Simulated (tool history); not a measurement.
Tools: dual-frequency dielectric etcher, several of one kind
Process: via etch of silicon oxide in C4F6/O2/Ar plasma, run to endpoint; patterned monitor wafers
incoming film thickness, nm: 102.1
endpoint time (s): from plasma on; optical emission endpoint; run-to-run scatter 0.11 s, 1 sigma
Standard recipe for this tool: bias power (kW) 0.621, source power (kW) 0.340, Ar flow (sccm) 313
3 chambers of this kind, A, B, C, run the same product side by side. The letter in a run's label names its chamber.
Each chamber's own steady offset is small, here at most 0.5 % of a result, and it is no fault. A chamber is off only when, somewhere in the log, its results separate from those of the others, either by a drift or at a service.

run   hour  bias power (kW)  source power (kW)  Ar flow (sccm)  endpoint time (s)
 1C    5.1            0.621              0.340             313             21.940
 2B    9.5            0.621              0.340             313             22.017
 3A   13.4            0.621              0.340             313             22.265
 4C   17.3            0.621              0.340             313             22.168
 5A   20.9            0.492              0.340             276             24.045
 6B   26.1            0.492              0.340             276             23.976
 7C   30.7            0.492              0.340             276             23.866
 8A   36.7            0.621              0.390             241             20.373
 9B   42.5            0.621              0.390             241             20.321
10A   47.7            0.621              0.390             241             20.418
11B   53.5            0.621              0.340             313             22.060
12C   58.1            0.621              0.340             313             21.851
13A   62.6            0.621              0.340             313             22.060
14C   68.0            0.621              0.290             313             23.244
15B   72.6            0.621              0.290             313             23.472
      74.2  -- chamber B: bias power generator calibrated
16B   77.9            0.621              0.290             313             23.381
17A   82.7            0.621              0.340             313             22.148
18C   86.0            0.621              0.340             313             22.253
19B   91.4            0.621              0.340             313             22.123
20A   97.6            0.621              0.270             313             24.198
      98.6  -- chamber A: wet clean of the chamber
21C  102.7            0.621              0.270             313             23.953
22C  105.5            0.621              0.270             313             24.091
23B  108.8            0.621              0.340             313             22.043
24A  112.3            0.621              0.340             313             22.119
25C  116.2            0.621              0.340             313             22.020
26A  119.2            0.621              0.340             313             22.337
27B  123.0            0.621              0.340             313             22.138
28A  126.1            0.621              0.340             313             22.181
29C  129.3            0.621              0.340             313             22.183
30B  132.3            0.621              0.340             313             22.440
31B  137.7            0.621              0.340             313             22.214
32A  143.0            0.621              0.340             313             22.204
33C  146.4            0.621              0.340             313             22.100
34A  152.0            0.621              0.340             313             22.241
35C  154.9            0.621              0.340             313             21.833
36B  159.9            0.621              0.340             313             22.153
37B  165.3            0.621              0.340             313             22.131
38C  171.3            0.621              0.340             313             22.112
39A  174.9            0.621              0.340             313             22.238
40A  179.7            0.621              0.340             313             22.212
41B  185.3            0.621              0.280             243             22.929
42C  190.3            0.621              0.280             243             22.893

Decide between three cases: one chamber stands off from its peers, the gauge reading all wafers drifts, or nothing is wrong past each chamber's small offset. Where a chamber is off, say which and what most likely put it there.

Neither any chamber nor the gauge drifts; the chambers differ only by their own small, steady offsets.
